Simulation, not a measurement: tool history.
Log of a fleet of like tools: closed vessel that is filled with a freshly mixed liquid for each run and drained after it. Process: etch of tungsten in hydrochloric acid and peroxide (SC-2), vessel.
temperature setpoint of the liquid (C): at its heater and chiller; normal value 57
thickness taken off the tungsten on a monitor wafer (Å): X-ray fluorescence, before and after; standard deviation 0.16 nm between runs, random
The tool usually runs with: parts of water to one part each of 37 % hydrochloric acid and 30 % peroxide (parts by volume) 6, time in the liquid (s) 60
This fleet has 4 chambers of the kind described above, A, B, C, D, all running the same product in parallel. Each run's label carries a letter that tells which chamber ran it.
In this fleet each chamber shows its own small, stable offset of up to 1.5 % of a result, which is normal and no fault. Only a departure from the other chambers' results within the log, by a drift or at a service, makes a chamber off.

run	hour	temperature setpoint of the liquid (C)	parts of water to one part each of 37 % hydrochloric acid and 30 % peroxide (parts by volume)	time in the liquid (s)	read-back film thickness of the tungsten reference wafer, read on the same gauge (nm)	thickness taken off the tungsten on a monitor wafer (Å)
1A	9.8	57	6	60	79.978	239.38
2C	24.0	57	6	60	80.030	240.77
3D	30.5	57	6	60	80.035	241.40
4B	41.7	57	6	60	79.982	242.27
# hour 43.6: chamber B: new drum of peroxide connected
5C	49.2	57	6	60	79.959	242.17
6D	56.1	53	6	45	80.040	139.30
7B	69.1	53	6	45	80.005	141.70
8A	77.6	53	6	45	79.988	138.89
9A	87.9	53	6	45	80.013	138.98
10C	99.2	57	6	60	80.022	241.10
11B	108.1	57	6	60	80.002	242.53
# hour 120.0: chamber D: thermometer replaced
12D	121.6	57	6	60	80.000	242.82
13B	133.5	57	6	60	80.019	239.91
14A	143.0	57	6	60	80.000	238.86
15C	157.0	57	6	60	80.001	239.61
16D	168.4	57	6	60	79.965	243.45
17B	182.7	54	6	60	80.002	198.32
18C	192.5	54	6	60	80.010	199.65
19D	203.0	54	6	60	79.988	199.90
20A	210.4	54	6	60	79.992	198.31
21C	221.3	57	6	60	79.993	241.15
# hour 224.0: chamber A: new drum of peroxide connected
22D	232.3	57	6	60	80.011	243.12
23A	240.0	57	6	40	79.974	159.43
24B	247.1	57	6	40	79.990	156.33
25B	256.9	57	6	40	80.028	155.46
26C	264.7	57	6	40	80.018	161.40
27A	275.2	57	6	60	79.949	242.31
28D	285.1	57	6	60	80.008	240.62
# hour 289.6: chamber A: chemicals flow meter replaced
29C	298.9	57	6	60	79.957	244.11
30D	306.7	57	6	60	79.982	240.58
31A	316.6	57	6	60	79.993	240.48
# hour 324.9: chamber C: new drum of peroxide connected
32B	330.8	57	6	60	80.013	227.18
33D	343.3	57	6	60	80.000	242.69
34C	354.9	57	6	60	79.990	240.26
35B	365.3	57	6	60	80.009	226.83

One chamber off, gauge drift, or nothing amiss beyond the chambers' own small offsets? If it is a chamber, which one, and what is the likeliest cause?

One chamber, B, drifts off from the rest bit by bit.
Likeliest cause: chemicals flow below the setpoint (%) = 9.24.
With only this log, it may be confused with: liquid colder than its thermometer reads (K); peroxide weaker than its label (%).

Which of the 4 candidates below, each the usual settings with something changed and its results left as question marks, puts chamber B back in line with what the other chambers give on the usual settings?
Counts as in line when no further than this from what the other chambers average on the usual settings: thickness taken off the tungsten on a monitor wafer (Å) 5.50
36B-1	375.6	57	6	65		?
36B-2	375.6	59	6	60		?
36B-3	375.6	56	6	60		?
36B-4	375.6	57	7	60		?

Mean of the other chambers on the usual settings: thickness taken off the tungsten on a monitor wafer (Å) 241.50
run	thickness taken off the tungsten on a monitor wafer (Å)
36B-1	243.73
36B-2	254.96
36B-3	211.15
36B-4	199.12
With 36B-1, the chamber falls back in line with the rest.
